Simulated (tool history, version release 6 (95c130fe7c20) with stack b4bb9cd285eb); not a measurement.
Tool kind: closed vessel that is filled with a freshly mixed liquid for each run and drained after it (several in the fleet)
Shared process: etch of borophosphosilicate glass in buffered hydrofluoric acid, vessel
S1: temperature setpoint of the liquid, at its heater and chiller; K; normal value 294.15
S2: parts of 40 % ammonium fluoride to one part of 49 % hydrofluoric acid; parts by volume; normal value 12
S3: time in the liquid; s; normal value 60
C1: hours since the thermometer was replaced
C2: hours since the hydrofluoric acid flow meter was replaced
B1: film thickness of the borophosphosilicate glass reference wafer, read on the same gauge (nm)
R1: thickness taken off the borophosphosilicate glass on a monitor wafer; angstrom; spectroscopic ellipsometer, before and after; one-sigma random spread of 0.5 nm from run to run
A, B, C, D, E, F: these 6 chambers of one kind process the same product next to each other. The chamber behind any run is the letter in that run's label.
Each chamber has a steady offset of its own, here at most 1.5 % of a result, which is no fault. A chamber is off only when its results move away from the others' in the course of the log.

run,hour,S1,S2,S3,C1,C2,B1,R1
1F,15.5,294.15,12,60,81.6,559.6,120.01,527.83
2A,24.4,294.15,12,60,1858.6,1725.1,120.03,522.74
3B,31.5,294.15,12,60,103.6,622.8,120.01,523.57
4D,40.8,294.15,12,60,1850.8,914.6,120.01,532.28
5C,54.9,294.15,12,60,1374.1,1435.9,120.00,529.79
# hour 61.8: chamber D: thermometer replaced
6E,69.6,294.15,12,60,393.5,642.4,120.00,524.23
7B,77.1,298.65,8,60,149.2,668.4,120.01,983.45
8D,84.6,298.65,8,60,22.9,958.4,120.01,989.10
# hour 93.8: chamber A: hydrofluoric acid flow meter replaced
9C,94.6,298.65,8,60,1413.8,1475.6,120.00,982.75
10E,107.4,298.65,8,60,431.3,680.2,120.01,1003.30
# hour 113.2: chamber B: hydrofluoric acid flow meter replaced
11A,115.8,298.65,8,60,1950.0,22.1,119.99,971.88
12F,122.8,298.65,8,60,188.9,666.9,119.98,1014.10
13F,130.7,294.15,12,60,196.8,674.8,120.02,538.30
14E,144.8,294.15,12,60,468.7,717.6,119.98,531.53
15C,154.3,294.15,12,60,1473.5,1535.3,120.00,534.29
16A,164.3,294.15,12,60,1998.5,70.6,119.95,524.79
17D,174.4,294.15,12,60,112.7,1048.2,120.02,526.26
18B,185.2,294.15,12,60,257.3,72.0,120.01,523.13
19A,192.4,294.15,12,60,2026.6,98.7,120.00,531.25
20C,206.3,294.15,12,60,1525.5,1587.3,120.02,531.88
21D,219.9,296.15,16,60,158.2,1093.7,120.01,440.19
22B,228.4,296.15,16,60,300.5,115.2,120.02,444.69
23E,241.7,296.15,16,60,565.6,814.5,120.00,453.04
# hour 250.3: chamber A: thermometer replaced
24F,250.6,296.15,16,60,316.7,794.7,120.02,467.73
25D,263.2,296.15,16,60,201.5,1137.0,120.03,431.44
26B,270.2,296.15,16,60,342.3,157.0,119.97,438.83
27A,279.0,294.15,12,60,28.7,185.3,120.01,529.57
28E,294.3,294.15,12,60,618.2,867.1,120.01,537.82
29C,305.5,294.15,12,60,1624.7,1686.5,120.01,530.16
30F,319.8,294.15,12,60,385.9,863.9,120.02,559.94
31B,332.9,294.15,12,60,405.0,219.7,120.03,520.02
32E,347.4,294.15,12,60,671.3,920.2,120.02,540.33
33D,362.1,294.15,12,60,300.4,1235.9,119.99,534.10
34A,371.1,294.15,12,60,120.8,277.4,120.04,527.42
35C,382.2,294.15,12,60,1701.4,1763.2,120.02,515.54
36F,395.8,294.15,12,60,461.9,939.9,120.03,576.09
37F,409.5,294.15,15,45,475.6,953.6,120.00,342.39
38D,419.3,294.15,15,45,357.6,1293.1,120.00,321.10
39B,426.7,294.15,15,45,498.8,313.5,120.00,317.45
40E,441.6,294.15,15,45,765.5,1014.4,120.02,320.44

Does one chamber stand apart from the rest, does the shared gauge drift, or is all well apart from small per-chamber offsets? Give the chamber and the most likely cause, where there is one.

Little by little, chamber F moves away from the other chambers.
Most likely cause: hydrofluoric acid flow above the setpoint (%) = 9.27.
The log might look much the same if the cause were instead: liquid hotter than its thermometer reads (K).

Chamber F could run next with any of the 4 candidate recipes listed below; each alters the usual settings, and their results appear as question marks. Which one brings its results back in line with what the other chambers deliver on the usual settings?
In line here means within this much of the mean the other chambers give on the usual settings: R1 17.00 angstrom
41F-1,452.8,296.15,12.0,60,,,,?
41F-2,452.8,294.15,12.0,55,,,,?
41F-3,452.8,294.15,12.5,60,,,,?
41F-4,452.8,294.15,11.5,60,,,,?

The mean the other chambers reach with the usual settings: R1 528.81 angstrom
run,R1
41F-1,653.46
41F-2,537.61
41F-3,563.34
41F-4,611.61
With 41F-2, the chamber falls back in line with the rest.

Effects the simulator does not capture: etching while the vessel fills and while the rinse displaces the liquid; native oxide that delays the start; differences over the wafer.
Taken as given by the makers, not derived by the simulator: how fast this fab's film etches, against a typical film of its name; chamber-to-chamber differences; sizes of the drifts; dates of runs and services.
